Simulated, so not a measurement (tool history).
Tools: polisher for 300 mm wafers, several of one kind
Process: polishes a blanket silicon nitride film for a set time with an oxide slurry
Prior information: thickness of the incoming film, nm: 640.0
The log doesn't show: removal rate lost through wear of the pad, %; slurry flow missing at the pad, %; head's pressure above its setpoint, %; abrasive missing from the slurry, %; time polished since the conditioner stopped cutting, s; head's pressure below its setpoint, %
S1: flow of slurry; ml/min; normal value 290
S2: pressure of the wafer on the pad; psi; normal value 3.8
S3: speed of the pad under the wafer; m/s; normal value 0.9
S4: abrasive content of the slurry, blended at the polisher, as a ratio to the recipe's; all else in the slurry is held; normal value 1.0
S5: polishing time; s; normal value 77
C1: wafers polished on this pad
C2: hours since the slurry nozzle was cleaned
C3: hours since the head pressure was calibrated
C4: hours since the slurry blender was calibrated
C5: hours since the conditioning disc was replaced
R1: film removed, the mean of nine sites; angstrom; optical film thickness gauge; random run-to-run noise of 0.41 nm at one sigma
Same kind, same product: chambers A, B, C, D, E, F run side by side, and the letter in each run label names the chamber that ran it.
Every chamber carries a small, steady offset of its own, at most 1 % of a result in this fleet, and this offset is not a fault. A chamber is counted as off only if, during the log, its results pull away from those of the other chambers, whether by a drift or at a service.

run 1E hour=6.6 | S1=290 S2=3.8 S3=0.9 S4=1.0 S5=77 | C1=209 C2=648.9 C3=734.8 C4=187.5 C5=92.8 | R1=534.22
-- hour=7.9 chamber C: head pressure recalibrated
run 2B hour=12.8 | S1=290 S2=3.8 S3=0.9 S4=1.0 S5=77 | C1=170 C2=110.7 C3=788.0 C4=27.4 C5=101.4 | R1=534.72
-- hour=13.8 chamber A: worn pad replaced by a new one
run 3D hour=18.4 | S1=290 S2=3.8 S3=0.9 S4=1.0 S5=77 | C1=761 C2=170.3 C3=408.3 C4=59.4 C5=134.2 | R1=534.35
-- hour=22.1 chamber F: conditioning disc replaced and pad reconditioned
run 4F hour=26.0 | S1=290 S2=3.8 S3=0.9 S4=1.0 S5=77 | C1=318 C2=624.3 C3=849.3 C4=32.7 C5=3.9 | R1=537.83
-- hour=33.5 chamber C: worn pad replaced by a new one
-- hour=33.7 chamber E: conditioning disc replaced and pad reconditioned
run 5C hour=34.4 | S1=290 S2=3.8 S3=0.9 S4=1.0 S5=77 | C1=9 C2=551.3 C3=26.6 C4=434.5 C5=268.9 | R1=534.05
run 6A hour=42.9 | S1=290 S2=3.8 S3=0.9 S4=1.0 S5=77 | C1=299 C2=477.9 C3=372.7 C4=96.2 C5=228.7 | R1=524.19
-- hour=46.8 chamber F: worn pad replaced by a new one
-- hour=50.0 chamber C: slurry blender recalibrated
run 7B hour=50.3 | S1=290 S2=3.8 S3=0.9 S4=1.0 S5=77 | C1=554 C2=148.2 C3=825.5 C4=64.9 C5=138.9 | R1=534.15
run 8E hour=54.1 | S1=290 S2=3.8 S3=0.9 S4=1.0 S5=77 | C1=696 C2=696.4 C3=782.3 C4=235.0 C5=20.5 | R1=531.29
-- hour=56.0 chamber D: worn pad replaced by a new one
-- hour=58.3 chamber F: slurry nozzle cleaned
run 9F hour=59.3 | S1=290 S2=3.8 S3=0.9 S4=1.0 S5=77 | C1=129 C2=1.0 C3=882.6 C4=66.0 C5=37.2 | R1=534.29
-- hour=62.0 chamber A: slurry blender recalibrated
run 10A hour=63.5 | S1=290 S2=3.8 S3=0.9 S4=1.0 S5=77 | C1=510 C2=498.5 C3=393.3 C4=1.6 C5=249.3 | R1=525.94
-- hour=67.3 chamber E: worn pad replaced by a new one
run 11D hour=70.3 | S1=290 S2=3.8 S3=0.9 S4=1.0 S5=77 | C1=147 C2=222.2 C3=460.2 C4=111.3 C5=186.1 | R1=533.67
run 12C hour=75.0 | S1=290 S2=3.8 S3=0.9 S4=1.0 S5=77 | C1=425 C2=591.9 C3=67.2 C4=25.0 C5=309.5 | R1=518.77
run 13F hour=81.6 | S1=290 S2=3.8 S3=0.9 S4=1.0 S5=77 | C1=357 C2=23.3 C3=904.9 C4=88.3 C5=59.5 | R1=530.11
run 14E hour=88.0 | S1=350 S2=3.8 S3=0.9 S4=1.0 S5=63 | C1=212 C2=730.3 C3=816.2 C4=268.9 C5=54.4 | R1=441.81
run 15A hour=94.7 | S1=350 S2=3.8 S3=0.9 S4=1.0 S5=63 | C1=830 C2=529.7 C3=424.5 C4=32.8 C5=280.5 | R1=435.50
-- hour=94.8 chamber A: worn pad replaced by a new one
-- hour=98.8 chamber C: worn pad replaced by a new one
run 16C hour=99.3 | S1=350 S2=3.8 S3=0.9 S4=1.0 S5=63 | C1=5 C2=616.2 C3=91.5 C4=49.3 C5=333.8 | R1=437.47
run 17B hour=104.1 | S1=350 S2=3.8 S3=0.9 S4=1.0 S5=63 | C1=1106 C2=202.0 C3=879.3 C4=118.7 C5=192.7 | R1=449.40
-- hour=105.0 chamber F: worn pad replaced by a new one
run 18D hour=110.2 | S1=350 S2=3.8 S3=0.9 S4=1.0 S5=63 | C1=556 C2=262.1 C3=500.1 C4=151.2 C5=226.0 | R1=441.33
-- hour=113.6 chamber B: head pressure recalibrated
run 19C hour=117.0 | S1=350 S2=3.8 S3=0.9 S4=1.0 S5=63 | C1=186 C2=633.9 C3=109.2 C4=67.0 C5=351.5 | R1=445.77
-- hour=121.8 chamber F: slurry blender recalibrated
-- hour=124.8 chamber B: worn pad replaced by a new one
run 20D hour=124.8 | S1=290 S2=3.8 S3=0.9 S4=1.0 S5=77 | C1=706 C2=276.7 C3=514.7 C4=165.8 C5=240.6 | R1=533.84
run 21B hour=128.5 | S1=290 S2=3.8 S3=0.9 S4=1.1 S5=77 | C1=38 C2=226.4 C3=14.9 C4=143.1 C5=217.1 | R1=505.30
run 22E hour=134.0 | S1=290 S2=3.8 S3=0.9 S4=1.1 S5=77 | C1=683 C2=776.3 C3=862.2 C4=314.9 C5=100.4 | R1=556.91
-- hour=134.9 chamber C: slurry nozzle cleaned
-- hour=137.1 chamber E: conditioning disc replaced and pad reconditioned
run 23F hour=140.5 | S1=290 S2=3.8 S3=0.9 S4=1.1 S5=77 | C1=364 C2=82.2 C3=963.8 C4=18.8 C5=118.4 | R1=560.05
-- hour=144.6 chamber E: worn pad replaced by a new one
-- hour=145.0 chamber E: slurry nozzle cleaned
run 24A hour=148.4 | S1=290 S2=3.8 S3=0.9 S4=1.1 S5=77 | C1=549 C2=583.4 C3=478.2 C4=86.5 C5=334.2 | R1=548.61
-- hour=151.5 chamber F: conditioning disc replaced and pad reconditioned
run 25C hour=154.4 | S1=290 S2=3.8 S3=0.9 S4=1.1 S5=77 | C1=570 C2=19.6 C3=146.6 C4=104.4 C5=388.9 | R1=554.47
-- hour=155.6 chamber F: worn pad replaced by a new one
-- hour=157.2 chamber D: worn pad replaced by a new one
-- hour=159.7 chamber D: slurry blender recalibrated
run 26E hour=160.0 | S1=290 S2=3.8 S3=0.9 S4=1.1 S5=77 | C1=158 C2=15.1 C3=888.2 C4=340.9 C5=23.0 | R1=558.44
-- hour=160.7 chamber E: slurry blender recalibrated
-- hour=165.5 chamber D: slurry nozzle cleaned
run 27D hour=165.6 | S1=290 S2=3.8 S3=0.9 S4=1.0 S5=77 | C1=86 C2=0.1 C3=555.5 C4=5.9 C5=281.4 | R1=533.51
-- hour=167.6 chamber C: worn pad replaced by a new one
run 28A hour=171.9 | S1=290 S2=3.8 S3=0.9 S4=1.0 S5=77 | C1=790 C2=606.9 C3=501.7 C4=110.0 C5=357.7 | R1=525.79
run 29F hour=176.2 | S1=290 S2=3.8 S3=0.9 S4=1.0 S5=77 | C1=212 C2=117.9 C3=999.5 C4=54.5 C5=24.7 | R1=536.42
-- hour=183.9 chamber A: worn pad replaced by a new one
run 30B hour=184.1 | S1=290 S2=3.8 S3=0.9 S4=1.0 S5=77 | C1=608 C2=282.0 C3=70.5 C4=198.7 C5=272.7 | R1=479.65
-- hour=192.1 chamber A: slurry blender recalibrated
run 31F hour=192.4 | S1=290 S2=3.8 S3=0.9 S4=1.0 S5=77 | C1=378 C2=134.1 C3=1015.7 C4=70.7 C5=40.9 | R1=540.21
run 32D hour=197.9 | S1=290 S2=3.8 S3=0.9 S4=1.0 S5=77 | C1=417 C2=32.4 C3=587.8 C4=38.2 C5=313.7 | R1=526.58
-- hour=198.6 chamber B: conditioning disc replaced and pad reconditioned
run 33B hour=205.9 | S1=290 S2=3.8 S3=0.9 S4=1.0 S5=77 | C1=831 C2=303.8 C3=92.3 C4=220.5 C5=7.3 | R1=482.80
-- hour=207.5 chamber A: slurry nozzle cleaned
run 34C hour=213.3 | S1=290 S2=3.8 S3=0.9 S4=1.0 S5=77 | C1=468 C2=78.5 C3=205.5 C4=163.3 C5=447.8 | R1=532.03
-- hour=213.8 chamber F: worn pad replaced by a new one
run 35E hour=217.3 | S1=290 S2=3.8 S3=0.9 S4=1.0 S5=77 | C1=745 C2=72.4 C3=945.5 C4=56.7 C5=80.3 | R1=527.73
-- hour=219.5 chamber C: conditioning disc replaced and pad reconditioned
run 36A hour=221.3 | S1=290 S2=3.8 S3=0.9 S4=1.0 S5=77 | C1=383 C2=13.8 C3=551.1 C4=29.2 C5=407.1 | R1=530.68
run 37B hour=225.0 | S1=290 S2=3.8 S3=0.9 S4=1.0 S5=77 | C1=1027 C2=322.9 C3=111.4 C4=239.6 C5=26.4 | R1=484.94
-- hour=228.9 chamber E: worn pad replaced by a new one
run 38D hour=231.1 | S1=290 S2=3.8 S3=0.9 S4=1.0 S5=77 | C1=757 C2=65.6 C3=621.0 C4=71.4 C5=346.9 | R1=535.33
-- hour=232.7 chamber C: worn pad replaced by a new one
run 39E hour=235.1 | S1=290 S2=3.8 S3=0.9 S4=1.0 S5=77 | C1=64 C2=90.2 C3=963.3 C4=74.5 C5=98.1 | R1=539.01
run 40C hour=242.2 | S1=290 S2=3.8 S3=0.9 S4=1.0 S5=77 | C1=97 C2=107.4 C3=234.4 C4=192.2 C5=22.8 | R1=521.79
run 41F hour=248.4 | S1=290 S2=3.8 S3=0.9 S4=1.0 S5=77 | C1=354 C2=190.1 C3=1071.7 C4=126.7 C5=96.9 | R1=532.26
-- hour=248.5 chamber A: conditioning disc replaced and pad reconditioned
run 42A hour=256.2 | S1=290 S2=3.8 S3=0.9 S4=1.0 S5=77 | C1=741 C2=48.7 C3=586.0 C4=64.1 C5=7.7 | R1=524.07
run 43C hour=264.4 | S1=290 S2=3.8 S3=0.9 S4=1.0 S5=77 | C1=325 C2=129.6 C3=256.6 C4=214.4 C5=45.0 | R1=526.10

What goes on in this fleet: one chamber off, a drifting gauge, or nothing beyond the chambers' own small offsets? Name the chamber and the cause, if any.

After it was serviced, chamber B no longer matches the other chambers.
What lies behind it: head's pressure below its setpoint, % = 8.91.

Here are 4 candidates for chamber B's next run, each the usual settings with a change, their results left as question marks. Which one brings its results back in line with what the others give on the usual settings?
Allowed miss from the other chambers' usual-settings mean, per result, to count as in line: R1 14.00 angstrom
run 44B-1 hour=270.5 | S1=285 S2=3.5 S3=0.9 S4=1.0 S5=77 | R1=?
run 44B-2 hour=270.5 | S1=290 S2=3.8 S3=0.9 S4=1.0 S5=74 | R1=?
run 44B-3 hour=270.5 | S1=430 S2=3.8 S3=0.9 S4=1.0 S5=77 | R1=?
run 44B-4 hour=270.5 | S1=290 S2=3.8 S3=0.9 S4=1.0 S5=84 | R1=?

What the other chambers average on the usual settings: R1 531.07 angstrom
run=44B-1 R1=445.69
run=44B-2 R1=466.40
run=44B-3 R1=501.14
run=44B-4 R1=529.42
With 44B-4, the chamber falls back in line with the rest.
